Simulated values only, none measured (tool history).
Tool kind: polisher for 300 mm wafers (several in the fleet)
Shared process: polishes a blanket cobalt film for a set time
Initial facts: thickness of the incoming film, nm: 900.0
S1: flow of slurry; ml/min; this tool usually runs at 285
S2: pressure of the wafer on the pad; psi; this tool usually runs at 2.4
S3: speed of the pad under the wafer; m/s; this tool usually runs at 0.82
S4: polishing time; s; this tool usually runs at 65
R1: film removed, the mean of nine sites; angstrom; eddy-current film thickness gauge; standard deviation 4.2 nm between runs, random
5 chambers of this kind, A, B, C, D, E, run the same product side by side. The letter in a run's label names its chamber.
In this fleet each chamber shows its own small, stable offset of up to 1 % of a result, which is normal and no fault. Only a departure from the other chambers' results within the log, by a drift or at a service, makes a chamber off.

run,hour,S1,S2,S3,S4,R1
# hour 6.6: chamber C: worn pad replaced by a new one
1C,8.2,285,2.4,0.82,65,3572.3
# hour 10.2: chamber D: slurry nozzle cleaned
2A,18.5,285,2.4,0.82,65,3578.8
# hour 20.3: chamber E: worn pad replaced by a new one
3D,25.4,285,2.4,0.82,65,3561.1
# hour 27.8: chamber A: worn pad replaced by a new one
# hour 32.4: chamber B: slurry nozzle cleaned
4E,33.7,285,2.4,0.82,65,3610.7
5B,40.7,285,2.4,0.82,65,3562.0
# hour 44.7: chamber B: worn pad replaced by a new one
6C,50.6,285,2.4,0.82,65,3534.8
7A,56.5,285,2.4,0.82,65,3550.0
# hour 58.7: chamber D: worn pad replaced by a new one
8D,63.6,285,2.4,0.82,65,3545.4
9B,71.9,285,2.4,0.82,65,3490.7
# hour 72.1: chamber C: worn pad replaced by a new one
10E,78.7,285,3.1,0.82,65,4640.9
11D,86.6,285,3.1,0.82,65,4588.3
# hour 87.2: chamber A: worn pad replaced by a new one
12E,97.0,285,3.1,0.82,65,4663.3
13C,104.7,285,3.1,0.82,65,4653.6
# hour 105.8: chamber B: worn pad replaced by a new one
14A,111.4,285,3.1,0.82,65,4500.1
# hour 113.6: chamber C: slurry nozzle cleaned
15B,118.9,285,2.4,0.82,65,3486.7
16D,124.1,285,2.4,0.82,65,3510.3
# hour 124.3: chamber E: worn pad replaced by a new one
# hour 124.9: chamber D: worn pad replaced by a new one
17E,132.0,285,2.4,0.82,65,3581.4
18B,140.9,285,2.4,0.82,65,3459.4
# hour 142.1: chamber C: worn pad replaced by a new one
# hour 143.8: chamber E: slurry nozzle cleaned
# hour 146.3: chamber A: worn pad replaced by a new one
19A,150.4,285,2.4,0.82,65,3517.7
20C,160.6,285,2.4,0.82,65,3589.4
21C,170.5,285,2.4,0.82,65,3500.9
22D,175.5,285,2.4,0.82,65,3570.2
# hour 180.4: chamber B: worn pad replaced by a new one
23A,181.6,285,2.4,0.82,65,3541.3
24E,187.7,285,2.4,0.82,65,3528.2
25B,198.1,340,2.0,0.82,65,2882.6
# hour 203.3: chamber C: worn pad replaced by a new one
# hour 203.8: chamber D: worn pad replaced by a new one
26B,208.8,340,2.0,0.82,65,2814.4
# hour 211.6: chamber A: worn pad replaced by a new one
27D,217.8,340,2.0,0.82,65,3060.4
28A,224.7,340,2.0,0.82,65,3017.5
29C,232.2,340,2.0,0.82,65,2975.2
# hour 239.7: chamber E: worn pad replaced by a new one
30E,241.5,285,2.4,0.82,65,3540.8
# hour 250.5: chamber A: slurry nozzle cleaned
31A,251.6,285,2.4,0.82,65,3465.5
# hour 252.0: chamber B: worn pad replaced by a new one
32E,257.7,285,2.4,0.82,65,3563.6
# hour 266.3: chamber D: worn pad replaced by a new one
33B,268.4,285,2.4,0.82,65,3327.4
# hour 271.6: chamber D: slurry nozzle cleaned
34D,273.6,285,2.4,0.82,65,3579.3
# hour 276.2: chamber A: worn pad replaced by a new one
# hour 280.2: chamber C: worn pad replaced by a new one
35C,284.2,285,2.4,0.82,65,3490.4
36C,294.6,285,2.4,0.82,65,3599.9
37A,302.4,375,2.4,0.82,80,4495.4
38E,308.8,375,2.4,0.82,80,4472.7
39B,314.6,375,2.4,0.82,80,4102.1
40D,325.5,375,2.4,0.82,80,4501.2
41A,331.0,375,2.4,0.82,80,4488.0
# hour 338.1: chamber C: worn pad replaced by a new one
42C,339.3,285,2.4,0.82,65,3575.4

Is one chamber out of step, is the gauge drifting, or do the chambers differ by no more than their own small offsets? For an off chamber, give its letter and the likeliest cause.

Chamber B drifts away from the others.
Cause: head's pressure below its setpoint, % = 9.36.

Here are 4 candidates for chamber B's next run, each the usual settings with a change, their results left as question marks. Which one brings its results back in line with what the others give on the usual settings?
A result is in line if it is within this distance of the other chambers' mean on the usual settings: R1 150.0 angstrom
43B-1,347.1,280,2.4,0.74,65,?
43B-2,347.1,285,2.5,0.88,70,?
43B-3,347.1,285,2.4,0.86,68,?
43B-4,347.1,285,2.3,0.76,60,?

Average result of the remaining chambers running the usual settings: R1 3547.1 angstrom
run,R1
43B-1,2868.8
43B-2,3841.2
43B-3,3501.8
43B-4,2613.5
43B-3 brings the chamber back in line.

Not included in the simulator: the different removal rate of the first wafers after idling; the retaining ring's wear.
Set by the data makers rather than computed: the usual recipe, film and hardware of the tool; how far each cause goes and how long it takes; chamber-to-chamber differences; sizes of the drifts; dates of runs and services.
